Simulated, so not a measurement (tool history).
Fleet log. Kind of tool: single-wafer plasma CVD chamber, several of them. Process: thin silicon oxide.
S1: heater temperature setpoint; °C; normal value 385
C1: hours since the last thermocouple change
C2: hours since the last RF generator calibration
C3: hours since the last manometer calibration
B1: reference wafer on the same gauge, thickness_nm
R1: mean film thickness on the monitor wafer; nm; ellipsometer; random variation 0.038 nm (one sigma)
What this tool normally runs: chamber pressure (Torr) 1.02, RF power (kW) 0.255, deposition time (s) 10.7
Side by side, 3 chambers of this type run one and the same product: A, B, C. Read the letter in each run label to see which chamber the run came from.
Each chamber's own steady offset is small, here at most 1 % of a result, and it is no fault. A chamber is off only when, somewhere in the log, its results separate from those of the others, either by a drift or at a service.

Run 1A, hour 13.0: usual settings; C1 1032.5; C2 893.6; C3 35.6; B1 19.495. Result: R1 22.698 nm.
Run 2B, hour 23.4: usual settings; C1 1863.6; C2 566.5; C3 2023.2; B1 19.503. Result: R1 22.782 nm.
Run 3C, hour 33.0: usual settings; C1 550.9; C2 422.6; C3 1414.1; B1 19.513. Result: R1 22.531 nm.
Run 4A, hour 47.6: usual settings; C1 1067.1; C2 928.2; C3 70.2; B1 19.524. Result: R1 22.669 nm.
Run 5C, hour 58.7: usual settings; C1 576.6; C2 448.3; C3 1439.8; B1 19.527. Result: R1 22.615 nm.
Run 6B, hour 69.5: usual settings; C1 1909.7; C2 612.6; C3 2069.3; B1 19.521. Result: R1 22.807 nm.
Run 7A, hour 77.3: usual settings; C1 1096.8; C2 957.9; C3 99.9; B1 19.531. Result: R1 22.692 nm.
Run 8C, hour 87.7: usual settings; C1 605.6; C2 477.3; C3 1468.8; B1 19.538. Result: R1 22.676 nm.
Run 9B, hour 96.1: usual settings; C1 1936.3; C2 639.2; C3 2095.9; B1 19.540. Result: R1 22.836 nm.
Run 10B, hour 109.7: usual settings; C1 1949.9; C2 652.8; C3 2109.5; B1 19.547. Result: R1 22.849 nm.
Run 11A, hour 119.9: usual settings; C1 1139.4; C2 1000.5; C3 142.5; B1 19.553. Result: R1 22.712 nm.
Run 12C, hour 129.2: usual settings; C1 647.1; C2 518.8; C3 1510.3; B1 19.551. Result: R1 22.640 nm.
Run 13A, hour 143.0: usual settings; C1 1162.5; C2 1023.6; C3 165.6; B1 19.551. Result: R1 22.753 nm.
At hour 144.0: chamber C: capacitance manometer re-zeroed and calibrated.
Run 14B, hour 152.2: usual settings; C1 1992.4; C2 695.3; C3 2152.0; B1 19.559. Result: R1 22.808 nm.
Run 15C, hour 161.6: usual settings; C1 679.5; C2 551.2; C3 17.6; B1 19.554. Result: R1 22.576 nm.
Run 16A, hour 172.5: usual settings; C1 1192.0; C2 1053.1; C3 195.1; B1 19.560. Result: R1 22.755 nm.
Run 17C, hour 185.4: usual settings; C1 703.3; C2 575.0; C3 41.4; B1 19.570. Result: R1 22.659 nm.
Run 18B, hour 197.0: usual settings; C1 2037.2; C2 740.1; C3 2196.8; B1 19.574. Result: R1 22.961 nm.
At hour 197.8: chamber B: capacitance manometer re-zeroed and calibrated.
Run 19C, hour 209.7: usual settings; C1 727.6; C2 599.3; C3 65.7; B1 19.579. Result: R1 22.661 nm.
Run 20A, hour 221.3: usual settings; C1 1240.8; C2 1101.9; C3 243.9; B1 19.578. Result: R1 22.737 nm.
Run 21B, hour 232.0: usual settings; C1 2072.2; C2 775.1; C3 34.3; B1 19.592. Result: R1 22.855 nm.
Run 22C, hour 238.4: usual settings; C1 756.3; C2 628.0; C3 94.4; B1 19.577. Result: R1 22.680 nm.
Run 23B, hour 252.1: usual settings but chamber pressure (Torr) 1.26, deposition time (s) 11.5; C1 2092.3; C2 795.2; C3 54.4; B1 19.602. Result: R1 28.014 nm.
Run 24A, hour 259.1: usual settings but chamber pressure (Torr) 1.26, deposition time (s) 11.5; C1 1278.6; C2 1139.7; C3 281.7; B1 19.593. Result: R1 27.765 nm.
Run 25C, hour 269.6: usual settings but chamber pressure (Torr) 1.26, deposition time (s) 11.5; C1 787.5; C2 659.2; C3 125.6; B1 19.594. Result: R1 27.730 nm.
Run 26B, hour 280.6: usual settings; C1 2120.8; C2 823.7; C3 82.9; B1 19.608. Result: R1 22.902 nm.
Run 27A, hour 293.1: usual settings; C1 1312.6; C2 1173.7; C3 315.7; B1 19.611. Result: R1 22.801 nm.
Run 28A, hour 303.6: usual settings; C1 1323.1; C2 1184.2; C3 326.2; B1 19.610. Result: R1 22.790 nm.
Run 29C, hour 318.3: usual settings; C1 836.2; C2 707.9; C3 174.3; B1 19.624. Result: R1 22.670 nm.
Run 30B, hour 329.5: usual settings; C1 2169.7; C2 872.6; C3 131.8; B1 19.629. Result: R1 22.961 nm.
Run 31B, hour 342.8: usual settings; C1 2183.0; C2 885.9; C3 145.1; B1 19.626. Result: R1 22.939 nm.
Run 32A, hour 355.3: usual settings; C1 1374.8; C2 1235.9; C3 377.9; B1 19.637. Result: R1 22.873 nm.
Run 33C, hour 362.2: usual settings but RF power (kW) 0.235; C1 880.1; C2 751.8; C3 218.2; B1 19.632. Result: R1 21.855 nm.

Decide between three cases: one chamber stands off from its peers, the gauge reading all wafers drifts, or nothing is wrong past each chamber's small offset. Where a chamber is off, say which and what most likely put it there.

No chamber is off; the gauge reading every chamber's wafers drifts, which makes the whole fleet appear to move together.
What lies behind it: gauge reads high (%) = 0.701.

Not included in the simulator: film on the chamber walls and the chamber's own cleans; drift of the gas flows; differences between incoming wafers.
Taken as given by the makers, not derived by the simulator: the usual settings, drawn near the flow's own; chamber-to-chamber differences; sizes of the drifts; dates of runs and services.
